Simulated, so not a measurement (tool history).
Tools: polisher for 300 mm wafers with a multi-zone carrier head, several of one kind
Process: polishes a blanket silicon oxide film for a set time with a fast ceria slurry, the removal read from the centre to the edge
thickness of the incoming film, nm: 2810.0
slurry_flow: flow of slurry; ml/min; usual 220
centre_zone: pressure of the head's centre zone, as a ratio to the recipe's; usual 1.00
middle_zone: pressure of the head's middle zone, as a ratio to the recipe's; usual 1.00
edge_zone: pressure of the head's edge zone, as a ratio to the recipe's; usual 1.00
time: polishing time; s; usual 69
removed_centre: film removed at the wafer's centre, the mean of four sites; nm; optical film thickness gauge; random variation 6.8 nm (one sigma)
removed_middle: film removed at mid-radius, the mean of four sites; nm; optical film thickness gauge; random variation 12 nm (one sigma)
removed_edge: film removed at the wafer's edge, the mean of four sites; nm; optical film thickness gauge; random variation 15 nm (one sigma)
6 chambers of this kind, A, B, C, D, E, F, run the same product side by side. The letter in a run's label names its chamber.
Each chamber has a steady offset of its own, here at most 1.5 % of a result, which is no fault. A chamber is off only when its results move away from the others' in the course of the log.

At day 0.171: chamber F: worn pad replaced by a new one.
Run 1A, day 0.183: usual settings. Result: removed_centre 957.41 nm, removed_middle 994.54 nm, removed_edge 987.14 nm.
At day 0.271: chamber E: centre zone pressure recalibrated.
At day 0.412: chamber E: slurry nozzle cleaned.
Run 2F, day 0.575: usual settings. Result: removed_centre 991.05 nm, removed_middle 998.75 nm, removed_edge 949.57 nm.
At day 0.596: chamber E: worn pad replaced by a new one.
At day 0.612: chamber A: edge zone pressure recalibrated.
At day 0.750: chamber A: worn pad replaced by a new one.
Run 3C, day 0.767: usual settings. Result: removed_centre 979.88 nm, removed_middle 973.16 nm, removed_edge 957.24 nm.
Run 4D, day 1.071: usual settings. Result: removed_centre 969.95 nm, removed_middle 975.54 nm, removed_edge 1020.20 nm.
Run 5B, day 1.354: usual settings but slurry_flow 275 ml/min, middle_zone 1.10. Result: removed_centre 990.08 nm, removed_middle 1098.90 nm, removed_edge 989.64 nm.
Run 6E, day 1.704: usual settings but slurry_flow 275 ml/min, middle_zone 1.10. Result: removed_centre 1002.50 nm, removed_middle 1100.80 nm, removed_edge 1023.30 nm.
Run 7C, day 1.888: usual settings but slurry_flow 275 ml/min, middle_zone 1.10. Result: removed_centre 1013.40 nm, removed_middle 1109.00 nm, removed_edge 986.99 nm.
At day 2.054: chamber D: worn pad replaced by a new one.
At day 2.079: chamber B: worn pad replaced by a new one.
Run 8D, day 2.162: usual settings but slurry_flow 275 ml/min, middle_zone 1.10. Result: removed_centre 1011.20 nm, removed_middle 1103.30 nm, removed_edge 1007.10 nm.
Run 9A, day 2.371: usual settings but slurry_flow 275 ml/min, middle_zone 1.10. Result: removed_centre 994.28 nm, removed_middle 1096.60 nm, removed_edge 1021.50 nm.
Run 10F, day 2.592: usual settings but slurry_flow 275 ml/min, middle_zone 1.10. Result: removed_centre 1007.40 nm, removed_middle 1103.60 nm, removed_edge 989.84 nm.
Run 11B, day 2.908: usual settings. Result: removed_centre 961.34 nm, removed_middle 992.68 nm, removed_edge 959.26 nm.
Run 12E, day 3.146: usual settings. Result: removed_centre 969.15 nm, removed_middle 975.69 nm, removed_edge 1001.30 nm.
Run 13A, day 3.329: usual settings. Result: removed_centre 965.18 nm, removed_middle 971.68 nm, removed_edge 994.97 nm.
At day 3.333: chamber E: worn pad replaced by a new one.
Run 14C, day 3.654: usual settings. Result: removed_centre 980.44 nm, removed_middle 957.55 nm, removed_edge 997.27 nm.
Run 15F, day 3.967: usual settings. Result: removed_centre 977.76 nm, removed_middle 975.45 nm, removed_edge 970.17 nm.
At day 4.262: chamber A: worn pad replaced by a new one.
At day 4.279: chamber D: worn pad replaced by a new one.
At day 4.283: chamber F: worn pad replaced by a new one.
Run 16E, day 4.283: usual settings. Result: removed_centre 954.51 nm, removed_middle 978.12 nm, removed_edge 991.73 nm.
At day 4.438: chamber C: worn pad replaced by a new one.
At day 4.596: chamber C: edge zone pressure recalibrated.
Run 17D, day 4.675: usual settings. Result: removed_centre 960.90 nm, removed_middle 973.50 nm, removed_edge 991.23 nm.
Run 18B, day 4.992: usual settings. Result: removed_centre 976.19 nm, removed_middle 1002.90 nm, removed_edge 979.93 nm.
At day 5.129: chamber B: worn pad replaced by a new one.
Run 19A, day 5.304: usual settings. Result: removed_centre 976.45 nm, removed_middle 972.95 nm, removed_edge 953.59 nm.
Run 20B, day 5.625: usual settings. Result: removed_centre 967.55 nm, removed_middle 965.84 nm, removed_edge 983.92 nm.
At day 5.775: chamber D: slurry nozzle cleaned.
Run 21F, day 5.938: usual settings. Result: removed_centre 989.17 nm, removed_middle 989.30 nm, removed_edge 982.57 nm.
Run 22D, day 6.162: usual settings. Result: removed_centre 953.19 nm, removed_middle 994.99 nm, removed_edge 972.40 nm.
Run 23E, day 6.400: usual settings. Result: removed_centre 970.96 nm, removed_middle 971.83 nm, removed_edge 977.55 nm.
At day 6.512: chamber E: worn pad replaced by a new one.
At day 6.558: chamber D: worn pad replaced by a new one.
Run 24C, day 6.575: usual settings. Result: removed_centre 970.01 nm, removed_middle 974.12 nm, removed_edge 969.87 nm.
Run 25F, day 6.892: usual settings. Result: removed_centre 976.90 nm, removed_middle 975.51 nm, removed_edge 975.09 nm.
Run 26E, day 7.129: usual settings. Result: removed_centre 964.15 nm, removed_middle 984.77 nm, removed_edge 985.62 nm.
Run 27B, day 7.500: usual settings but edge_zone 0.95. Result: removed_centre 979.09 nm, removed_middle 970.35 nm, removed_edge 985.01 nm.
At day 7.592: chamber F: worn pad replaced by a new one.
Run 28C, day 7.796: usual settings but edge_zone 0.95. Result: removed_centre 984.71 nm, removed_middle 985.85 nm, removed_edge 970.79 nm.
At day 8.004: chamber A: worn pad replaced by a new one.
At day 8.017: chamber A: slurry nozzle cleaned.
Run 29D, day 8.167: usual settings but edge_zone 0.95. Result: removed_centre 929.62 nm, removed_middle 975.84 nm, removed_edge 969.54 nm.
Run 30A, day 8.400: usual settings but edge_zone 0.95. Result: removed_centre 971.90 nm, removed_middle 975.66 nm, removed_edge 968.20 nm.
At day 8.433: chamber B: worn pad replaced by a new one.
At day 8.608: chamber C: worn pad replaced by a new one.
Run 31B, day 8.625: usual settings but edge_zone 0.95. Result: removed_centre 977.14 nm, removed_middle 994.38 nm, removed_edge 953.95 nm.
At day 8.667: chamber D: worn pad replaced by a new one.
Run 32F, day 8.896: usual settings but edge_zone 0.95. Result: removed_centre 974.72 nm, removed_middle 985.90 nm, removed_edge 958.43 nm.
Run 33E, day 9.075: usual settings. Result: removed_centre 971.00 nm, removed_middle 993.02 nm, removed_edge 986.41 nm.
At day 9.108: chamber E: worn pad replaced by a new one.
Run 34A, day 9.258: usual settings. Result: removed_centre 970.82 nm, removed_middle 974.64 nm, removed_edge 952.67 nm.
Run 35C, day 9.467: usual settings. Result: removed_centre 992.00 nm, removed_middle 958.88 nm, removed_edge 988.47 nm.
Run 36D, day 9.808: usual settings. Result: removed_centre 932.34 nm, removed_middle 985.05 nm, removed_edge 984.75 nm.
Run 37B, day 10.138: usual settings. Result: removed_centre 982.25 nm, removed_middle 992.47 nm, removed_edge 979.25 nm.
Run 38F, day 10.417: usual settings but middle_zone 1.07, time 79 s. Result: removed_centre 1122.60 nm, removed_middle 1194.00 nm, removed_edge 1133.60 nm.
Run 39C, day 10.625: usual settings but middle_zone 1.07, time 79 s. Result: removed_centre 1115.20 nm, removed_middle 1181.60 nm, removed_edge 1096.20 nm.
Run 40E, day 11.021: usual settings but middle_zone 1.07, time 79 s. Result: removed_centre 1104.50 nm, removed_middle 1201.00 nm, removed_edge 1134.90 nm.

Next, every chamber runs the same settings. What will each give?
Run 41A, day 11.308: usual settings but centre_zone 0.89. Result: removed_centre ?, removed_middle ?, removed_edge ?.
Run 41B, day 11.308: usual settings but centre_zone 0.89. Result: removed_centre ?, removed_middle ?, removed_edge ?.
Run 41C, day 11.308: usual settings but centre_zone 0.89. Result: removed_centre ?, removed_middle ?, removed_edge ?.
Run 41D, day 11.308: usual settings but centre_zone 0.89. Result: removed_centre ?, removed_middle ?, removed_edge ?.
Run 41E, day 11.308: usual settings but centre_zone 0.89. Result: removed_centre ?, removed_middle ?, removed_edge ?.
Run 41F, day 11.308: usual settings but centre_zone 0.89. Result: removed_centre ?, removed_middle ?, removed_edge ?.

run  removed_centre  removed_middle  removed_edge
41A          849.97          996.90        960.30
41B          862.76          990.50        980.07
41C          853.55          983.87        975.80
41D          801.79          980.15        985.66
41E          853.04          997.44        960.24
41F          858.98          977.87        985.07
